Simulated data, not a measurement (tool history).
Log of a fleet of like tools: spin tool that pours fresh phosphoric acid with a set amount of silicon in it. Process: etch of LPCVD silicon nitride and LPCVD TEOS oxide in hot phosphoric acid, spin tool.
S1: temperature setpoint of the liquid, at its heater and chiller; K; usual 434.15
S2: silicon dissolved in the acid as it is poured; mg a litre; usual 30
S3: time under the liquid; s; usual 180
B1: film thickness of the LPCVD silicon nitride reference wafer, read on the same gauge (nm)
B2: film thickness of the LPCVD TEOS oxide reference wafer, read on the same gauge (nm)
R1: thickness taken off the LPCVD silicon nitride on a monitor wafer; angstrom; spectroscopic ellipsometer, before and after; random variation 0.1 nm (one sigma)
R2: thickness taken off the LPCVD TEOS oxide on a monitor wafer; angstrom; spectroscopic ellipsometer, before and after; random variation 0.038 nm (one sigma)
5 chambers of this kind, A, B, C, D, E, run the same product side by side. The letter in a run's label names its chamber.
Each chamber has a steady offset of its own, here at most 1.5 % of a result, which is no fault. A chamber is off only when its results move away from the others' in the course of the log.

| run | hour | S1 | S2 | S3 | B1 | B2 | R1 | R2 |
|---|---|---|---|---|---|---|---|---|
| 1B | 5.2 | 434.15 | 30 | 180 | 109.99 | 109.97 | 160.42 | 4.9025 |
| 2C | 10.2 | 434.15 | 30 | 180 | 109.97 | 109.95 | 158.24 | 4.2405 |
|  | 14.2 | chamber D: heated supply line repaired |
| 3A | 20.1 | 434.15 | 30 | 180 | 109.99 | 110.01 | 161.26 | 4.7726 |
| 4D | 28.2 | 434.15 | 30 | 180 | 110.02 | 110.05 | 159.72 | 4.7234 |
| 5E | 33.2 | 434.15 | 30 | 180 | 110.01 | 110.03 | 161.55 | 4.8168 |
| 6D | 37.7 | 434.15 | 30 | 180 | 109.99 | 110.00 | 161.55 | 4.7332 |
| 7B | 46.5 | 434.15 | 30 | 180 | 110.01 | 110.01 | 159.47 | 4.4721 |
| 8E | 56.8 | 434.15 | 30 | 180 | 109.98 | 110.01 | 161.52 | 4.0692 |
| 9A | 64.2 | 434.15 | 30 | 180 | 110.00 | 109.99 | 159.61 | 4.8466 |
| 10C | 73.8 | 434.15 | 30 | 180 | 109.97 | 110.02 | 159.86 | 4.2724 |
| 11E | 81.7 | 434.15 | 30 | 180 | 110.02 | 110.00 | 163.79 | 4.4692 |
| 12A | 88.4 | 434.15 | 30 | 180 | 110.01 | 110.00 | 160.44 | 4.9060 |
| 13D | 95.1 | 434.15 | 30 | 180 | 110.02 | 110.01 | 162.87 | 4.0059 |
| 14B | 101.8 | 434.15 | 30 | 180 | 110.01 | 110.02 | 162.00 | 4.6542 |
| 15C | 110.5 | 435.15 | 30 | 180 | 109.99 | 110.03 | 164.76 | 5.3841 |
| 16A | 120.7 | 435.15 | 30 | 180 | 110.01 | 110.00 | 164.97 | 4.0166 |
| 17D | 127.7 | 435.15 | 30 | 180 | 109.99 | 110.01 | 166.81 | 4.5442 |
| 18C | 132.2 | 435.15 | 30 | 180 | 109.99 | 110.01 | 164.97 | 5.0882 |
| 19E | 138.7 | 435.15 | 30 | 180 | 110.01 | 109.97 | 167.11 | 4.3704 |
| 20B | 148.6 | 434.15 | 30 | 180 | 109.98 | 110.04 | 160.13 | 4.6810 |
| 21A | 153.2 | 434.15 | 30 | 180 | 110.03 | 109.99 | 160.43 | 4.9272 |
| 22C | 159.9 | 434.15 | 30 | 180 | 109.99 | 110.00 | 158.28 | 4.2593 |
| 23E | 168.1 | 434.15 | 30 | 180 | 110.01 | 109.97 | 162.26 | 4.1946 |
| 24D | 175.0 | 434.15 | 30 | 180 | 110.00 | 110.02 | 160.10 | 4.6179 |
| 25B | 184.4 | 434.15 | 30 | 180 | 110.01 | 110.01 | 160.16 | 4.4059 |
| 26D | 188.8 | 434.15 | 30 | 245 | 110.03 | 109.98 | 219.13 | 6.6518 |
| 27C | 197.0 | 434.15 | 30 | 245 | 110.00 | 109.99 | 217.09 | 6.9430 |
|  | 197.6 | chamber B: dissolved silicon flow meter replaced |
| 28A | 205.6 | 434.15 | 30 | 245 | 110.01 | 109.98 | 220.45 | 5.8382 |
| 29E | 211.1 | 434.15 | 30 | 245 | 110.00 | 109.98 | 220.55 | 6.2614 |
| 30B | 220.4 | 434.15 | 30 | 245 | 110.00 | 110.04 | 217.71 | 6.1021 |
| 31B | 229.0 | 434.15 | 30 | 180 | 110.00 | 110.02 | 159.95 | 4.3690 |
| 32C | 238.3 | 434.15 | 30 | 180 | 110.01 | 110.00 | 157.43 | 4.4392 |
| 33D | 245.6 | 434.15 | 30 | 180 | 110.00 | 110.00 | 161.86 | 5.1216 |
| 34E | 250.8 | 434.15 | 30 | 180 | 110.01 | 110.01 | 161.66 | 4.5903 |
| 35A | 257.9 | 434.15 | 14 | 180 | 109.99 | 109.97 | 159.82 | 7.7272 |
| 36E | 267.4 | 434.15 | 14 | 180 | 110.00 | 109.92 | 162.55 | 7.1337 |
| 37B | 273.0 | 434.15 | 14 | 180 | 110.00 | 110.02 | 159.60 | 7.4554 |
| 38D | 278.5 | 434.15 | 14 | 180 | 110.00 | 109.98 | 162.56 | 7.4626 |
|  | 279.3 | chamber C: heated supply line repaired |
| 39C | 288.1 | 434.15 | 14 | 180 | 110.00 | 110.00 | 160.49 | 7.0672 |
| 40A | 297.5 | 434.15 | 30 | 180 | 110.00 | 109.97 | 162.23 | 4.6193 |

All 5 chambers run these settings next. Forecast each chamber's results:
| 41A | 304.9 | 434.15 | 30 | 180 |  |  | ? | ? |
| 41B | 304.9 | 434.15 | 30 | 180 |  |  | ? | ? |
| 41C | 304.9 | 434.15 | 30 | 180 |  |  | ? | ? |
| 41D | 304.9 | 434.15 | 30 | 180 |  |  | ? | ? |
| 41E | 304.9 | 434.15 | 30 | 180 |  |  | ? | ? |

| run | R1 | R2 |
|---|---|---|
| 41A | 161.16 | 4.7508 |
| 41B | 160.33 | 4.7447 |
| 41C | 159.41 | 4.5940 |
| 41D | 160.59 | 4.5176 |
| 41E | 161.41 | 4.3439 |
